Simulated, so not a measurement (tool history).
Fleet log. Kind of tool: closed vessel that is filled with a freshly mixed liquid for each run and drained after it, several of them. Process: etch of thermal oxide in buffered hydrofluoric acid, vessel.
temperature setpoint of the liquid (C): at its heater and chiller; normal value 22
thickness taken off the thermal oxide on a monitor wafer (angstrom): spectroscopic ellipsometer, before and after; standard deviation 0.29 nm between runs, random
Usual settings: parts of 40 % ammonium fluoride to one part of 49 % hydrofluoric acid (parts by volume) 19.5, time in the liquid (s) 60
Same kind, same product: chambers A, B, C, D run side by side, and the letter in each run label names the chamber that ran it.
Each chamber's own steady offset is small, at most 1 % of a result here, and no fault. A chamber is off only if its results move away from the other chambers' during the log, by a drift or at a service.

run	hour	temperature setpoint of the liquid (C)	parts of 40 % ammonium fluoride to one part of 49 % hydrofluoric acid (parts by volume)	time in the liquid (s)	hours since the thermometer was replaced	hours since the hydrofluoric acid flow meter was replaced	read-back film thickness of the thermal oxide reference wafer, read on the same gauge (nm)	thickness taken off the thermal oxide on a monitor wafer (angstrom)
1B	11.7	22	19.5	60	96.6	602.5	70.022	320.81
2C	20.0	22	19.5	60	910.8	232.4	70.007	320.55
3A	32.3	22	19.5	60	1397.0	422.6	70.006	321.26
4D	38.3	22	19.5	60	366.0	195.8	70.021	320.50
5A	47.7	22	19.5	60	1412.4	438.0	70.011	327.33
6D	57.1	22	19.5	60	384.8	214.6	70.004	322.34
7B	66.1	22	19.5	60	151.0	656.9	69.978	322.95
8C	72.7	22	19.5	60	963.5	285.1	70.002	319.10
9B	80.8	22	19.5	60	165.7	671.6	69.968	318.24
10D	87.6	19	19.5	30	415.3	245.1	70.010	135.05
11C	99.3	19	19.5	30	990.1	311.7	70.016	136.20
12A	111.1	19	19.5	30	1475.8	501.4	70.002	138.21
13B	120.1	19	19.5	30	205.0	710.9	70.005	137.01
14D	129.9	22	19.5	60	457.6	287.4	69.983	322.15
15C	139.4	22	19.5	60	1030.2	351.8	70.017	324.61
16A	150.2	22	19.5	60	1514.9	540.5	70.009	333.11
17B	157.4	22	19.5	60	242.3	748.2	70.026	320.25
18C	167.6	22	19.5	60	1058.4	380.0	69.978	324.22
# hour 176.1: chamber C: hydrofluoric acid flow meter replaced
19D	176.2	22	19.5	60	503.9	333.7	70.001	325.84
20A	186.5	22	19.5	60	1551.2	576.8	70.010	336.41
21B	195.4	22	19.5	60	280.3	786.2	69.998	326.36
22D	201.5	22	19.5	60	529.2	359.0	70.034	317.44
23A	211.7	22	19.5	60	1576.4	602.0	69.992	336.66
24C	218.1	22	19.5	60	1108.9	42.0	70.027	324.06
25B	225.7	22	19.5	60	310.6	816.5	70.027	325.62
26A	236.3	22	19.5	60	1601.0	626.6	70.002	334.50
27D	245.3	22	19.5	60	573.0	402.8	70.006	322.55
28C	252.8	22	19.5	60	1143.6	76.7	69.965	321.20
29B	259.7	22	19.5	60	344.6	850.5	70.026	321.33
30C	268.4	22	19.5	60	1159.2	92.3	70.013	321.77
31A	279.3	22	19.5	60	1644.0	669.6	70.017	340.12
32D	288.1	22	19.5	60	615.8	445.6	70.042	320.99
33C	298.0	22	19.5	60	1188.8	121.9	70.004	322.66
34A	304.2	22	19.5	60	1668.9	694.5	69.989	335.14
35D	313.8	22	19.5	60	641.5	471.3	69.968	323.39
36B	320.3	22	19.5	60	405.2	911.1	70.023	321.37
37C	325.9	22	19.5	60	1216.7	149.8	69.998	326.02
# hour 330.0: chamber B: hydrofluoric acid flow meter replaced
38D	337.7	22	19.5	60	665.4	495.2	69.981	323.02
39A	346.5	22	19.5	60	1711.2	736.8	70.003	342.76
40B	352.9	22	19.5	60	437.8	23.0	70.015	319.52
41B	358.7	22	19.5	60	443.6	28.8	70.040	319.86
42C	368.1	22	19.5	60	1258.9	192.0	69.949	321.35
43D	376.8	22	19.5	60	704.5	534.3	69.971	321.15
44A	388.5	22	19.5	60	1753.2	778.8	70.020	349.05

Next, every chamber runs the same settings. What will each give?
45A	397.4	22	19.5	85				?
45B	397.4	22	19.5	85				?
45C	397.4	22	19.5	85				?
45D	397.4	22	19.5	85				?

run	thickness taken off the thermal oxide on a monitor wafer (angstrom)
45A	492.27
45B	452.28
45C	461.29
45D	456.90
